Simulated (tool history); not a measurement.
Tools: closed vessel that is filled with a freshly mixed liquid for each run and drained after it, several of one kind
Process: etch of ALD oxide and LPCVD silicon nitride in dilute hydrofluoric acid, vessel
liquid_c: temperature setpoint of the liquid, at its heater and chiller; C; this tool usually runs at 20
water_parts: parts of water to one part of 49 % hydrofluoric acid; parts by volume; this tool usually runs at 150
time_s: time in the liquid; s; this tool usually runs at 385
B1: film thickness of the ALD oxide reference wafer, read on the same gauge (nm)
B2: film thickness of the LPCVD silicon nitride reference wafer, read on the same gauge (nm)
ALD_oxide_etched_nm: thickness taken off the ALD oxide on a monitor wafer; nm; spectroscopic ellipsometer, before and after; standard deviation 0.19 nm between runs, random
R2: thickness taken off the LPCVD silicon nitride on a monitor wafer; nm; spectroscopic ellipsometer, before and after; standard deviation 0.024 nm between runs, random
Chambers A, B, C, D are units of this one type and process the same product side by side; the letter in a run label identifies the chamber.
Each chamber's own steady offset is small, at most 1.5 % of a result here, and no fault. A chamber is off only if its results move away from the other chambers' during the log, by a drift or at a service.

Run 1C, hour 5.6: usual settings; B1 50.005; B2 39.992. Result: ALD_oxide_etched_nm 20.278 nm, R2 0.91102 nm.
Run 2A, hour 11.8: usual settings; B1 49.962; B2 40.01. Result: ALD_oxide_etched_nm 20.26 nm, R2 0.88474 nm.
Run 3B, hour 16.5: usual settings; B1 49.998; B2 39.976. Result: ALD_oxide_etched_nm 20.409 nm, R2 0.92547 nm.
Run 4D, hour 22.8: usual settings; B1 50.009; B2 39.992. Result: ALD_oxide_etched_nm 20.591 nm, R2 0.91961 nm.
Run 5A, hour 27: usual settings; B1 50.032; B2 39.998. Result: ALD_oxide_etched_nm 20.4 nm, R2 0.93211 nm.
Run 6B, hour 30: usual settings; B1 49.988; B2 39.975. Result: ALD_oxide_etched_nm 20.456 nm, R2 0.89561 nm.
Run 7D, hour 35.7: usual settings; B1 50.006; B2 39.991. Result: ALD_oxide_etched_nm 20.241 nm, R2 0.90097 nm.
Run 8C, hour 39: usual settings but water_parts 100 parts by volume, time_s 495 s; B1 49.974; B2 39.988. Result: ALD_oxide_etched_nm 40.426 nm, R2 1.7623 nm.
Run 9A, hour 44.4: usual settings but water_parts 100 parts by volume, time_s 495 s; B1 50.022; B2 40.009. Result: ALD_oxide_etched_nm 41.904 nm, R2 1.7443 nm.
Run 10D, hour 47.5: usual settings but water_parts 100 parts by volume, time_s 495 s; B1 50.003; B2 39.993. Result: ALD_oxide_etched_nm 42.439 nm, R2 1.7255 nm.
At hour 52.2: chamber A: hydrofluoric acid flow meter replaced.
Run 11B, hour 52.4: usual settings but water_parts 100 parts by volume, time_s 495 s; B1 50.018; B2 39.993. Result: ALD_oxide_etched_nm 41.236 nm, R2 1.7852 nm.
Run 12C, hour 57.2: usual settings; B1 49.99; B2 40.021. Result: ALD_oxide_etched_nm 20.053 nm, R2 0.91185 nm.
Run 13B, hour 62.7: usual settings; B1 50.023; B2 39.998. Result: ALD_oxide_etched_nm 20.427 nm, R2 0.90817 nm.
Run 14D, hour 66.4: usual settings; B1 49.972; B2 40. Result: ALD_oxide_etched_nm 20.241 nm, R2 0.90847 nm.
Run 15C, hour 70.2: usual settings; B1 49.977; B2 39.999. Result: ALD_oxide_etched_nm 20.233 nm, R2 0.93034 nm.
Run 16A, hour 73.2: usual settings; B1 49.983; B2 40.021. Result: ALD_oxide_etched_nm 20.741 nm, R2 0.91921 nm.
Run 17C, hour 78.4: usual settings; B1 50.057; B2 39.984. Result: ALD_oxide_etched_nm 20.04 nm, R2 0.95323 nm.
Run 18B, hour 82.4: usual settings; B1 50.014; B2 40.016. Result: ALD_oxide_etched_nm 20.162 nm, R2 0.94492 nm.
Run 19D, hour 85.8: usual settings; B1 49.993; B2 40.011. Result: ALD_oxide_etched_nm 20.21 nm, R2 0.94075 nm.
At hour 89.4: chamber A: thermometer replaced.
At hour 90.5: chamber C: hydrofluoric acid flow meter replaced.
Run 20A, hour 90.8: usual settings; B1 50.002; B2 40.034. Result: ALD_oxide_etched_nm 20.679 nm, R2 0.96474 nm.
Run 21B, hour 95.1: usual settings; B1 49.992; B2 40.012. Result: ALD_oxide_etched_nm 20.181 nm, R2 0.94395 nm.
Run 22C, hour 101.3: usual settings; B1 49.995; B2 40.006. Result: ALD_oxide_etched_nm 20.19 nm, R2 0.95089 nm.
Run 23A, hour 105.2: usual settings; B1 50.013; B2 39.994. Result: ALD_oxide_etched_nm 20.547 nm, R2 0.92483 nm.
Run 24D, hour 111.8: usual settings; B1 49.978; B2 40.04. Result: ALD_oxide_etched_nm 20.5 nm, R2 0.929 nm.
Run 25B, hour 116.6: usual settings; B1 50.041; B2 39.967. Result: ALD_oxide_etched_nm 20.006 nm, R2 0.92393 nm.
Run 26D, hour 122.5: usual settings; B1 49.99; B2 39.964. Result: ALD_oxide_etched_nm 20.396 nm, R2 0.9315 nm.
Run 27A, hour 128.2: usual settings but liquid_c 24.5 C, time_s 195 s; B1 49.996; B2 39.995. Result: ALD_oxide_etched_nm 12.482 nm, R2 0.65731 nm.
Run 28C, hour 133.9: usual settings but liquid_c 24.5 C, time_s 195 s; B1 50.02; B2 40. Result: ALD_oxide_etched_nm 12.36 nm, R2 0.63225 nm.
Run 29A, hour 140.1: usual settings but liquid_c 24.5 C, time_s 195 s; B1 49.994; B2 39.976. Result: ALD_oxide_etched_nm 12.18 nm, R2 0.64402 nm.
Run 30B, hour 143: usual settings but liquid_c 24.5 C, time_s 195 s; B1 49.996; B2 40.006. Result: ALD_oxide_etched_nm 11.8 nm, R2 0.60575 nm.
Run 31C, hour 149.6: usual settings; B1 50.01; B2 39.995. Result: ALD_oxide_etched_nm 20.158 nm, R2 0.91962 nm.
Run 32D, hour 155.4: usual settings; B1 49.966; B2 39.997. Result: ALD_oxide_etched_nm 20.002 nm, R2 0.9113 nm.
Run 33A, hour 160: usual settings; B1 49.994; B2 40.006. Result: ALD_oxide_etched_nm 20.701 nm, R2 0.9538 nm.
Run 34D, hour 165.2: usual settings; B1 49.981; B2 39.958. Result: ALD_oxide_etched_nm 20.417 nm, R2 0.87265 nm.
Run 35B, hour 170.1: usual settings; B1 49.992; B2 39.979. Result: ALD_oxide_etched_nm 19.519 nm, R2 0.91727 nm.
Run 36C, hour 173.4: usual settings; B1 49.948; B2 40.005. Result: ALD_oxide_etched_nm 19.844 nm, R2 0.88836 nm.
Run 37D, hour 177.2: usual settings; B1 49.978; B2 40.007. Result: ALD_oxide_etched_nm 20.531 nm, R2 0.90256 nm.
Run 38C, hour 180.8: usual settings; B1 49.992; B2 39.972. Result: ALD_oxide_etched_nm 20.508 nm, R2 0.91614 nm.
At hour 183.6: chamber D: thermometer replaced.
Run 39A, hour 184.8: usual settings; B1 50.019; B2 40.01. Result: ALD_oxide_etched_nm 20.546 nm, R2 0.9318 nm.
Run 40B, hour 190.9: usual settings; B1 50.024; B2 39.989. Result: ALD_oxide_etched_nm 19.317 nm, R2 0.84698 nm.
Run 41A, hour 195.9: usual settings; B1 50.001; B2 40.021. Result: ALD_oxide_etched_nm 20.578 nm, R2 0.95053 nm.
Run 42C, hour 202.4: usual settings; B1 49.975; B2 39.981. Result: ALD_oxide_etched_nm 20.166 nm, R2 0.92252 nm.
Run 43B, hour 207.8: usual settings; B1 50.002; B2 40.009. Result: ALD_oxide_etched_nm 19.075 nm, R2 0.8785 nm.
Run 44D, hour 212.8: usual settings; B1 49.964; B2 39.997. Result: ALD_oxide_etched_nm 20.589 nm, R2 0.95245 nm.

Which is it: a chamber that has drifted or been left off by a service, a gauge drift common to all chambers, or only each chamber's usual small offset? If a chamber is off, name it and its likeliest cause.

Chamber B drifts away from the others.
Likeliest cause: hydrofluoric acid flow below the setpoint (%) = 6.12.

Below are 4 candidate recipes for chamber B's next run, each the usual settings with a change, their results shown as question marks. Which of them brings B's results back in line with what the other chambers give on the usual settings?
In line here means within this much of the mean the other chambers give on the usual settings: ALD_oxide_etched_nm 0.67 nm; R2 0.082 nm
Run 45B-1, hour 217.7: usual settings but liquid_c 20.5 C, water_parts 155 parts by volume. Result: ALD_oxide_etched_nm ?, R2 ?.
Run 45B-2, hour 217.7: usual settings but liquid_c 19.5 C, water_parts 145 parts by volume. Result: ALD_oxide_etched_nm ?, R2 ?.
Run 45B-3, hour 217.7: usual settings but liquid_c 20.5 C, water_parts 160 parts by volume, time_s 375 s. Result: ALD_oxide_etched_nm ?, R2 ?.
Run 45B-4, hour 217.7: usual settings but liquid_c 19.5 C, water_parts 140 parts by volume, time_s 395 s. Result: ALD_oxide_etched_nm ?, R2 ?.

On the usual settings, the other chambers give on average: ALD_oxide_etched_nm 20.408 nm; R2 0.91865 nm
  run  ALD_oxide_etched_nm       R2
45B-1               18.424  0.86844
45B-2                19.16  0.86781
45B-3               17.281  0.81976
45B-4               20.483   0.9217
45B-4 brings the chamber back in line.
